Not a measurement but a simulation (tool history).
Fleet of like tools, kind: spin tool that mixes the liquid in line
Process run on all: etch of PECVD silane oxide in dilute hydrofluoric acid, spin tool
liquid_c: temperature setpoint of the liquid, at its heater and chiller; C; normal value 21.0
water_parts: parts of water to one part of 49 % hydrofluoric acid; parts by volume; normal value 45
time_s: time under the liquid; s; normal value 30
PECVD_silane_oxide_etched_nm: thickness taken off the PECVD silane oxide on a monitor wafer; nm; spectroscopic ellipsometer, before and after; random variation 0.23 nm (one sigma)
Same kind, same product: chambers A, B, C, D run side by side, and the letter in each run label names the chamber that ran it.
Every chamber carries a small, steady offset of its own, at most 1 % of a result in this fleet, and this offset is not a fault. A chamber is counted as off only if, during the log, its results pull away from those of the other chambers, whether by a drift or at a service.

| run | day | liquid_c | water_parts | time_s | read-back film thickness of the PECVD silane oxide reference wafer, read on the same gauge (nm) | PECVD_silane_oxide_etched_nm |
|---|---|---|---|---|---|---|
| 1C | 0.300 | 21.0 | 45 | 30 | 40.024 | 31.749 |
| 2A | 0.571 | 21.0 | 45 | 30 | 40.010 | 31.215 |
| 3B | 0.742 | 21.0 | 45 | 30 | 40.013 | 31.604 |
| 4D | 0.967 | 21.0 | 45 | 30 | 40.011 | 31.423 |
| 5D | 1.167 | 21.0 | 45 | 30 | 39.979 | 31.086 |
| 6A | 1.467 | 24.5 | 30 | 30 | 40.003 | 55.377 |
|  | 1.471 | chamber B: thermometer replaced |
| 7B | 1.738 | 24.5 | 30 | 30 | 40.018 | 55.831 |
| 8C | 1.979 | 24.5 | 30 | 30 | 40.003 | 55.575 |
| 9A | 2.254 | 24.5 | 30 | 30 | 40.044 | 55.172 |
| 10B | 2.533 | 21.0 | 45 | 30 | 40.045 | 30.980 |
| 11C | 2.667 | 21.0 | 45 | 30 | 40.003 | 31.371 |
| 12D | 2.825 | 21.0 | 45 | 30 | 39.991 | 30.954 |
| 13B | 2.988 | 19.0 | 60 | 30 | 39.991 | 21.378 |
| 14C | 3.117 | 19.0 | 60 | 30 | 39.990 | 21.222 |
|  | 3.358 | chamber C: thermometer replaced |
| 15A | 3.417 | 19.0 | 60 | 30 | 40.035 | 21.228 |
| 16D | 3.588 | 19.0 | 60 | 30 | 39.999 | 20.943 |
| 17D | 3.762 | 21.0 | 45 | 30 | 39.990 | 31.262 |
| 18A | 4.021 | 21.0 | 45 | 30 | 39.948 | 31.318 |
| 19B | 4.317 | 21.0 | 45 | 30 | 40.027 | 30.611 |
| 20C | 4.533 | 21.0 | 45 | 30 | 40.012 | 31.479 |
| 21A | 4.688 | 21.0 | 45 | 30 | 39.992 | 31.315 |
| 22C | 4.846 | 21.0 | 35 | 40 | 40.004 | 54.359 |
| 23B | 5.108 | 21.0 | 35 | 40 | 39.967 | 52.831 |
| 24D | 5.325 | 21.0 | 35 | 40 | 40.041 | 53.873 |
| 25C | 5.550 | 21.0 | 35 | 40 | 39.974 | 54.269 |
| 26B | 5.692 | 21.0 | 45 | 30 | 40.012 | 30.439 |
| 27A | 5.938 | 21.0 | 45 | 30 | 39.993 | 30.959 |
| 28D | 6.188 | 21.0 | 45 | 30 | 39.963 | 31.232 |
| 29B | 6.392 | 21.0 | 45 | 30 | 39.999 | 29.687 |
| 30D | 6.621 | 21.0 | 45 | 30 | 40.002 | 31.064 |
| 31C | 6.871 | 21.0 | 45 | 30 | 39.999 | 31.618 |
| 32A | 7.079 | 21.0 | 45 | 30 | 40.006 | 31.342 |
| 33B | 7.317 | 21.0 | 45 | 30 | 40.023 | 29.601 |
| 34D | 7.567 | 21.0 | 45 | 30 | 39.953 | 31.428 |
| 35C | 7.775 | 21.0 | 45 | 30 | 40.039 | 31.274 |
| 36A | 8.029 | 21.0 | 45 | 30 | 40.009 | 31.687 |
| 37D | 8.317 | 21.0 | 45 | 30 | 39.967 | 30.983 |
|  | 8.479 | chamber D: thermometer replaced |
| 38A | 8.492 | 21.0 | 45 | 30 | 39.975 | 31.777 |
| 39C | 8.754 | 21.0 | 45 | 30 | 39.995 | 31.541 |
| 40B | 8.988 | 21.0 | 45 | 30 | 39.971 | 28.756 |
| 41B | 9.262 | 21.0 | 45 | 30 | 40.033 | 28.511 |
| 42D | 9.512 | 21.0 | 45 | 30 | 39.953 | 31.209 |
| 43C | 9.808 | 21.0 | 45 | 30 | 40.040 | 31.159 |

One chamber off, gauge drift, or nothing amiss beyond the chambers' own small offsets? If it is a chamber, which one, and what is the likeliest cause?

Little by little, chamber B moves away from the other chambers.
Cause: hydrofluoric acid flow below the setpoint (%) = 9.4.
The log may not separate it from: liquid colder than its thermometer reads (K).

Here are 4 candidates for chamber B's next run, each the usual settings with a change, their results left as question marks. Which one brings its results back in line with what the others give on the usual settings?
In line here means within this much of the mean the other chambers give on the usual settings: PECVD_silane_oxide_etched_nm 0.790 nm
| 44B-1 | 10.025 | 24.5 | 45 | 30 |  | ? |
| 44B-2 | 10.025 | 17.5 | 45 | 30 |  | ? |
| 44B-3 | 10.025 | 23.5 | 45 | 30 |  | ? |
| 44B-4 | 10.025 | 18.5 | 45 | 30 |  | ? |

Mean of the other chambers on the usual settings: PECVD_silane_oxide_etched_nm 31.303 nm
| run | PECVD_silane_oxide_etched_nm |
|---|---|
| 44B-1 | 32.924 |
| 44B-2 | 24.432 |
| 44B-3 | 31.584 |
| 44B-4 | 25.520 |
The right change is 44B-3: it brings the chamber back within the allowed miss of the others.
